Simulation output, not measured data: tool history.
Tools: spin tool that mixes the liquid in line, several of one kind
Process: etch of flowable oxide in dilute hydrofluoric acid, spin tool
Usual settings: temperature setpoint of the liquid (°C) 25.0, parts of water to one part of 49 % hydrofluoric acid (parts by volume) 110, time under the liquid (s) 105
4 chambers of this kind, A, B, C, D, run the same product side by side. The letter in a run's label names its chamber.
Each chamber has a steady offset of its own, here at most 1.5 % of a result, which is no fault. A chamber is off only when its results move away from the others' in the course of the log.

run   hour  temperature setpoint of the liquid (°C)  parts of water to one part of 49 % hydrofluoric acid (parts by volume)  time under the liquid (s)  read-back film thickness of the flowable oxide reference wafer, read on the same gauge (nm)  thickness taken off the flowable oxide on a monitor wafer (Å)
 1C   10.5                                     25.0                                                                     110                        105                                                                                       89.994                                                         489.56
 2B   18.8                                     25.0                                                                     110                        105                                                                                       89.991                                                         496.12
 3A   33.3                                     25.0                                                                     110                        105                                                                                       89.999                                                         490.80
 4D   41.9                                     25.0                                                                     110                        105                                                                                       89.985                                                         501.85
 5B   50.9                                     25.0                                                                     110                        105                                                                                       89.992                                                         497.17
 6A   62.2                                     25.0                                                                     110                        105                                                                                       90.007                                                         493.67
 7D   71.0                                     25.0                                                                     110                        105                                                                                       89.996                                                         496.58
 8C   83.5                                     25.0                                                                     110                        105                                                                                       89.993                                                         492.53
 9A   91.3                                     25.0                                                                     110                        105                                                                                       89.989                                                         495.50
10B  103.4                                     25.0                                                                     110                        155                                                                                       90.008                                                         729.40
11C  117.0                                     25.0                                                                     110                        155                                                                                       90.018                                                         723.60
12D  127.2                                     25.0                                                                     110                        155                                                                                       90.009                                                         742.35
13B  143.2                                     25.0                                                                     110                        155                                                                                       90.008                                                         732.88
14D  156.3                                     25.0                                                                     110                        105                                                                                       89.994                                                         499.89
15A  169.2                                     25.0                                                                     110                        105                                                                                       89.981                                                         496.80
16C  177.0                                     25.0                                                                     110                        105                                                                                       90.002                                                         492.21
17D  187.5                                     25.0                                                                     110                        105                                                                                       90.010                                                         498.50
18B  197.6                                     25.0                                                                     110                        105                                                                                       90.002                                                         495.52
19A  212.3                                     25.0                                                                     110                        105                                                                                       89.997                                                         498.17
20C  219.5                                     25.0                                                                     110                        105                                                                                       90.008                                                         487.77
21A  234.4                                     25.0                                                                     110                        105                                                                                       89.999                                                         502.32
22B  247.0                                     25.0                                                                     110                        105                                                                                       89.986                                                         496.81
23C  262.9                                     25.0                                                                     110                        105                                                                                       89.998                                                         489.30
24D  270.0                                     25.0                                                                     110                        105                                                                                       90.011                                                         500.81
25B  283.9                                     25.0                                                                     110                        105                                                                                       89.999                                                         493.63
26D  300.0                                     25.0                                                                     110                        105                                                                                       90.017                                                         504.71
27C  310.6                                     25.0                                                                     110                        105                                                                                       90.015                                                         489.49
28A  325.6                                     25.0                                                                     110                        105                                                                                       90.002                                                         508.22
29A  335.6                                     21.5                                                                     110                        140                                                                                       90.031                                                         597.13
30C  345.8                                     21.5                                                                     110                        140                                                                                       89.994                                                         566.93
31D  361.7                                     21.5                                                                     110                        140                                                                                       89.995                                                         579.63
32B  371.8                                     21.5                                                                     110                        140                                                                                       90.002                                                         573.06
33C  386.9                                     25.0                                                                      90                        125                                                                                       90.006                                                         728.73
34A  401.3                                     25.0                                                                      90                        125                                                                                       89.998                                                         771.69
35D  414.2                                     25.0                                                                      90                        125                                                                                       90.000                                                         748.72

All 4 chambers run these settings next. Forecast each chamber's results:
36A  425.8                                     25.0                                                                     110                        105                                                                                                                                                           ?
36B  425.8                                     25.0                                                                     110                        105                                                                                                                                                           ?
36C  425.8                                     25.0                                                                     110                        105                                                                                                                                                           ?
36D  425.8                                     25.0                                                                     110                        105                                                                                                                                                           ?

run  thickness taken off the flowable oxide on a monitor wafer (Å)
36A                                                         521.20
36B                                                         493.05
36C                                                         485.70
36D                                                         498.61

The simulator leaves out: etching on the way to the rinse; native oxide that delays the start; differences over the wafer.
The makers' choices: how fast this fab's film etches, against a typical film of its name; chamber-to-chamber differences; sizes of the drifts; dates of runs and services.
